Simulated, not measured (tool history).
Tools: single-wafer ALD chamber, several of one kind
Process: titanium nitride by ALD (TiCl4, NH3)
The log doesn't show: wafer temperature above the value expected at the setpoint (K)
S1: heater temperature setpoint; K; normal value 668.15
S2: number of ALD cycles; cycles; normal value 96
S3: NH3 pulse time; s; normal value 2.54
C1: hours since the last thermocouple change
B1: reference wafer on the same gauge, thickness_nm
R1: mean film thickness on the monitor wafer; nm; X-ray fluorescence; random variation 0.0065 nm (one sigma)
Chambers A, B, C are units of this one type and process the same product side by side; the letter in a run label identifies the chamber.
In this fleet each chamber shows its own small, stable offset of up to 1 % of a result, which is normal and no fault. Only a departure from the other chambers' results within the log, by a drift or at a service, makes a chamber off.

| run | hour | S1 | S2 | S3 | C1 | B1 | R1 |
|---|---|---|---|---|---|---|---|
| 1C | 12 | 668.15 | 96 | 2.54 | 1728.2 | 2.5108 | 2.1205 |
| 2B | 17.8 | 668.15 | 96 | 2.54 | 174.7 | 2.5089 | 2.151 |
| 3A | 24.3 | 668.15 | 96 | 2.54 | 958.2 | 2.5121 | 2.1383 |
| 4A | 33.6 | 668.15 | 96 | 2.54 | 967.5 | 2.5094 | 2.1337 |
| 5C | 45.5 | 668.15 | 96 | 2.54 | 1761.7 | 2.5096 | 2.1231 |
| 6B | 51.8 | 668.15 | 96 | 2.54 | 208.7 | 2.5103 | 2.1407 |
| 7C | 58.4 | 668.15 | 96 | 2.54 | 1774.6 | 2.5091 | 2.1189 |
| 8B | 63.9 | 668.15 | 96 | 2.54 | 220.8 | 2.5098 | 2.157 |
| 9A | 70 | 668.15 | 96 | 2.54 | 1003.9 | 2.5108 | 2.1416 |
| 10A | 78.2 | 668.15 | 96 | 2.54 | 1012.1 | 2.5091 | 2.1363 |
| 11C | 86.2 | 668.15 | 96 | 2.54 | 1802.4 | 2.5104 | 2.1271 |
| 12B | 92.9 | 668.15 | 96 | 2.54 | 249.8 | 2.5103 | 2.1361 |
| 13A | 105 | 668.15 | 96 | 2.54 | 1038.9 | 2.5103 | 2.1258 |
| 14B | 115 | 668.15 | 96 | 2.54 | 271.9 | 2.5104 | 2.1373 |
| 15C | 125.9 | 668.15 | 96 | 2.54 | 1842.1 | 2.5103 | 2.1223 |
| 16A | 135.5 | 668.15 | 96 | 2.54 | 1069.4 | 2.5109 | 2.1346 |
| 17C | 142.1 | 668.15 | 96 | 2.54 | 1858.3 | 2.511 | 2.1262 |
| 18B | 148.8 | 668.15 | 96 | 2.54 | 305.7 | 2.5084 | 2.1335 |
| 19C | 156.4 | 668.15 | 96 | 2.54 | 1872.6 | 2.5103 | 2.1276 |
| 20A | 163.5 | 668.15 | 96 | 2.54 | 1097.4 | 2.5078 | 2.1296 |
| 21B | 169.7 | 668.15 | 85 | 2.54 | 326.6 | 2.509 | 1.8969 |
| 22C | 181.8 | 668.15 | 85 | 2.54 | 1898 | 2.5104 | 1.8752 |
| 23A | 194 | 668.15 | 85 | 2.54 | 1127.9 | 2.5104 | 1.8882 |
| 24B | 202.7 | 668.15 | 96 | 2.54 | 359.6 | 2.5092 | 2.1581 |
| 25B | 211.1 | 668.15 | 96 | 2.54 | 368 | 2.5085 | 2.1391 |

Next, all 3 chambers run the settings below, one line each with question marks for the results. What does each chamber give?
| 26A | 219.9 | 668.15 | 96 | 2.54 |  |  | ? |
| 26B | 219.9 | 668.15 | 96 | 2.54 |  |  | ? |
| 26C | 219.9 | 668.15 | 96 | 2.54 |  |  | ? |

| run | R1 |
|---|---|
| 26A | 2.1273 |
| 26B | 2.143 |
| 26C | 2.1232 |

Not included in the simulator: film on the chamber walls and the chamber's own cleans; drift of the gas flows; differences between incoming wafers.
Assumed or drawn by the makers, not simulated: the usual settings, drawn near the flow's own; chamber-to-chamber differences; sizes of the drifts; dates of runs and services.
